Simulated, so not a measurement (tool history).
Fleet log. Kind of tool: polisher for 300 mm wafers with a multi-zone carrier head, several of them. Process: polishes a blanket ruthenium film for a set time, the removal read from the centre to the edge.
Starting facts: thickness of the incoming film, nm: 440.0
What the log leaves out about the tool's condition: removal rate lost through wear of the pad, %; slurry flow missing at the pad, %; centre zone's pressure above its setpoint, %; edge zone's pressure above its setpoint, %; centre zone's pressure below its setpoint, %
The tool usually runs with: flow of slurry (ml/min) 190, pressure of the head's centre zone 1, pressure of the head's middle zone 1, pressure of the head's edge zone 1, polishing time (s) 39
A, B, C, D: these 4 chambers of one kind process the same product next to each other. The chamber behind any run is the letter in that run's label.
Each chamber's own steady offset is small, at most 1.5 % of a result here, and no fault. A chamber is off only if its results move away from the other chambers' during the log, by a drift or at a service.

run	hour	flow of slurry (ml/min)	pressure of the head's centre zone	pressure of the head's middle zone	pressure of the head's edge zone	polishing time (s)	wafers polished on this pad	hours since the slurry nozzle was cleaned	hours since the centre zone pressure was calibrated	hours since the edge zone pressure was calibrated	film removed at the wafer's centre (angstrom)	film removed at mid-radius (angstrom)	film removed at the wafer's edge (angstrom)
1C	6.5	190	1	1	1	39	237	37.1	59.3	301.7	623.44	611.14	611.65
2B	12.2	190	1	1	1	39	779	320.5	934	925.5	599.66	600.4	611.52
3A	19.1	190	1	1	1	39	460	318.6	1011.8	742.2	606.88	607	603.08
4D	27.2	190	1	1	1	39	830	91.2	354.8	50.8	609.16	616.55	613.51
# hour 30.3: chamber D: worn pad replaced by a new one
# hour 31.9: chamber B: worn pad replaced by a new one
5C	34.7	190	0.96	1	1	39	573	65.3	87.5	329.9	590.38	606.68	611.07
6D	40.1	190	0.96	1	1	39	117	104.1	367.7	63.7	573.55	619.99	609.77
7A	45.7	190	0.96	1	1	39	777	345.2	1038.4	768.8	575.19	605.17	601.21
8B	51.3	190	0.96	1	1	39	231	359.6	973.1	964.6	584.8	613.57	621.85
# hour 54.3: chamber C: worn pad replaced by a new one
9A	59.2	190	1	1	1	39	937	358.7	1051.9	782.3	606.51	582.89	600.1
# hour 62.4: chamber B: centre zone pressure recalibrated
10B	63.5	190	1	1	1	39	376	371.8	1.2	976.8	596.41	622.27	609.28
11D	71.3	190	1	1	1	39	488	135.3	398.9	94.9	605.28	623.11	609.3
12C	79.7	190	1	1	1	39	302	110.3	132.5	374.9	613.74	608.03	608.02
# hour 83.4: chamber A: slurry nozzle cleaned
13D	87.2	190	1	1	1	39	677	151.2	414.8	110.8	609.98	617.15	616.83
14C	93.8	190	1	1	1	39	470	124.4	146.6	389	622.15	617.18	614.08
15A	99	190	1	1	1	39	1411	15.7	1091.7	822.1	595.95	596.33	592.53
# hour 102.4: chamber B: worn pad replaced by a new one
16B	107	190	1	1	1	39	54	415.3	44.7	1020.3	607.15	628.3	608.99
17B	114.5	190	1	1	1	39	144	422.8	52.2	1027.8	599.24	610.9	609.89
# hour 116.6: chamber C: edge zone pressure recalibrated
# hour 118.2: chamber D: worn pad replaced by a new one
18A	118.5	190	1	1	1	39	1643	35.2	1111.2	841.6	589.57	590	591.66
# hour 124.7: chamber C: worn pad replaced by a new one
19D	127.2	190	1	1	1	39	107	191.2	454.8	150.8	603.2	621.79	607.23
20C	131.6	190	1	1	1	39	83	162.2	184.4	15	611.08	608.97	613.69
21B	136.1	190	1	1	1	39	401	444.4	73.8	1049.4	602.35	613.77	608.07
22C	143.7	190	1	1	1	39	227	174.3	196.5	27.1	625.63	605.46	617.11
23A	149.5	190	1	1	1	39	2012	66.2	1142.2	872.6	581.83	580.15	586.96
24D	157.5	190	1	1	1	39	468	221.5	485.1	181.1	596.85	608.03	603.98
25D	165.8	190	1.04	1	1.09	39	566	229.8	493.4	189.4	637.24	624.64	642.19
# hour 166.7: chamber B: worn pad replaced by a new one
26A	172.1	190	1.04	1	1.09	39	2281	88.8	1164.8	895.2	607.77	575.74	601.07
27B	176	190	1.04	1	1.09	39	111	484.3	113.7	1089.3	633.67	619.9	638.95
28C	181.5	190	1.04	1	1.09	39	677	212.1	234.3	64.9	644.14	620.05	641.54
# hour 183.1: chamber A: centre zone pressure recalibrated
29D	187.2	190	1	0.92	1	39	821	251.2	514.8	210.8	600.69	565.63	609.19
30C	191.4	190	1	0.92	1	39	794	222	244.2	74.8	619.28	568.81	620.23
# hour 196.4: chamber C: worn pad replaced by a new one
31B	198	190	1	0.92	1	39	373	506.3	135.7	1111.3	615.39	570.23	610.56
32A	204.8	190	1	0.92	1	39	2671	121.5	21.8	927.9	571.68	531.57	570.05
33C	208.9	190	1	1	1	39	149	239.5	261.7	92.3	630.8	614.31	616.3
# hour 210: chamber D: worn pad replaced by a new one
34A	213.9	190	1	1	1	39	2779	130.6	30.9	937	569.71	576.79	572.99
35D	222.3	190	1	1	1	39	146	286.3	549.9	245.9	607.71	620.27	606.77
36B	229.6	190	1	1	1	39	749	537.9	167.3	1142.9	594.42	615.13	620.29

For the next run the whole fleet of 4 chambers uses the same settings. Give each chamber's results:
37A	235.9	190	1	1	1	39					?	?	?
37B	235.9	190	1	1	1	39					?	?	?
37C	235.9	190	1	1	1	39					?	?	?
37D	235.9	190	1	1	1	39					?	?	?

run	film removed at the wafer's centre (angstrom)	film removed at mid-radius (angstrom)	film removed at the wafer's edge (angstrom)
37A	562.44	556.58	559.5
37B	594.68	608.79	613.61
37C	612.31	605.92	610.62
37D	597.85	614.87	607.26
